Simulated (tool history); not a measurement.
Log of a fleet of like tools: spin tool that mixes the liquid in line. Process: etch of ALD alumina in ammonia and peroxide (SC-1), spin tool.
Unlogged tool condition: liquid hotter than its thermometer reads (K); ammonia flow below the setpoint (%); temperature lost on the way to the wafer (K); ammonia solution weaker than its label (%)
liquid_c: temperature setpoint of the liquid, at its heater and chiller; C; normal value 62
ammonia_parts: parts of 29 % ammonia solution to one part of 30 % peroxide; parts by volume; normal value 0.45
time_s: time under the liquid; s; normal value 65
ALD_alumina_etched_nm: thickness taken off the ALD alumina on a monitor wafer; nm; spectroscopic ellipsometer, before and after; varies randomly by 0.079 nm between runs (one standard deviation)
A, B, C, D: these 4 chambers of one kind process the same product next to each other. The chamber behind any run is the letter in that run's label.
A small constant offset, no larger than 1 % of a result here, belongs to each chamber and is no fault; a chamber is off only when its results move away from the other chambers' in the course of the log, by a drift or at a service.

run,hour,liquid_c,ammonia_parts,time_s,hours since the thermometer was replaced,hours since the ammonia flow meter was replaced,hours since the heated supply line was repaired,hours since the drum of ammonia solution was connected,"read-back film thickness of the ALD alumina reference wafer, read on the same gauge (nm)",ALD_alumina_etched_nm
1D,6.3,62,0.45,65,528.8,875.7,630.4,471.4,99.963,8.6651
2B,12.9,62,0.45,65,287.7,422.7,1212.4,258.4,100,8.6821
3C,18.3,62,0.45,65,1313,121.5,54.9,125.7,100.01,8.7543
4A,26.3,62,0.45,65,139.9,1094.5,1053.1,354.4,99.978,8.6824
5C,33.7,62,0.45,65,1328.4,136.9,70.3,141.1,99.985,8.7319
# hour 40.7: chamber D: ammonia flow meter replaced
6D,44.9,62,0.45,65,567.4,4.3,669,510,100.02,8.6175
7A,52.7,62,0.45,65,166.3,1120.9,1079.5,380.8,100,8.8654
8B,57.9,62,0.45,65,332.7,467.7,1257.4,303.4,100.03,8.76
9B,65.3,62,0.45,65,340.1,475.1,1264.8,310.8,100.01,8.6292
10C,73.7,57,0.45,65,1368.4,176.9,110.3,181.1,99.994,6.8288
11A,84.2,57,0.45,65,197.8,1152.4,1111,412.3,99.979,6.9206
12D,89.5,57,0.45,65,612,48.9,713.6,554.6,99.965,6.7359
13A,96,57,0.45,65,209.6,1164.2,1122.8,424.1,99.998,6.8853
14B,106.1,66,0.45,65,380.9,515.9,1305.6,351.6,100.02,10.577
# hour 108: chamber B: ammonia flow meter replaced
15D,112.9,66,0.45,65,635.4,72.3,737,578,99.973,10.404
16C,121,66,0.45,65,1415.7,224.2,157.6,228.4,100.02,10.772
17C,130.9,66,0.45,65,1425.6,234.1,167.5,238.3,100.03,10.567
18B,140.8,62,0.45,65,415.6,32.8,1340.3,386.3,100.01,8.6549
19A,151.8,62,0.45,65,265.4,1220,1178.6,479.9,100.01,8.7159
20D,161.4,62,0.45,65,683.9,120.8,785.5,626.5,100,8.7398
21C,166.9,62,0.45,65,1461.6,270.1,203.5,274.3,100.01,8.6984
22B,175.5,62,0.45,65,450.3,67.5,1375,421,100.01,8.5958
23A,184.8,70,0.65,65,298.4,1253,1211.6,512.9,100,13.358
24D,194,70,0.65,65,716.5,153.4,818.1,659.1,100.02,13.151
25D,201,70,0.65,65,723.5,160.4,825.1,666.1,99.964,13.178
26B,210.4,70,0.65,65,485.2,102.4,1409.9,455.9,100.02,13.083
27A,216.7,62,0.45,65,330.3,1284.9,1243.5,544.8,100.01,8.8004
28C,224.4,62,0.45,65,1519.1,327.6,261,331.8,99.996,8.7507
29C,234.6,62,0.45,65,1529.3,337.8,271.2,342,100.01,8.695
# hour 240.1: chamber B: new drum of ammonia solution connected
30B,244,62,0.45,65,518.8,136,1443.5,3.9,100.01,8.4555
31D,252.2,62,0.45,65,774.7,211.6,876.3,717.3,100.03,8.648
32A,261.1,62,0.45,65,374.7,1329.3,1287.9,589.2,99.994,8.6234
# hour 263.2: chamber C: new drum of ammonia solution connected
33D,269.3,62,0.45,95,791.8,228.7,893.4,734.4,100.02,12.606
34A,279.3,62,0.45,95,392.9,1347.5,1306.1,607.4,99.972,12.819
35B,286.7,62,0.45,95,561.5,178.7,1486.2,46.6,100.02,12.209
36C,293,62,0.45,95,1587.7,396.2,329.6,29.9,99.999,12.83
37C,299.3,62,0.45,65,1594,402.5,335.9,36.2,99.978,8.7464
38D,310,70,0.45,35,832.5,269.4,934.1,775.1,100.02,6.8848
39B,317.3,70,0.45,35,592.1,209.3,1516.8,77.2,99.985,6.5127
40A,326.7,70,0.45,35,440.3,1394.9,1353.5,654.8,100.01,6.9941
41D,332,70,0.45,35,854.5,291.4,956.1,797.1,99.989,6.8463

The same settings go to every chamber for the next run, one line per chamber below. Forecast the results for each:
42A,340,62,0.45,65,,,,,,?
42B,340,62,0.45,65,,,,,,?
42C,340,62,0.45,65,,,,,,?
42D,340,62,0.45,65,,,,,,?

run,ALD_alumina_etched_nm
42A,8.7905
42B,8.3901
42C,8.7094
42D,8.7206
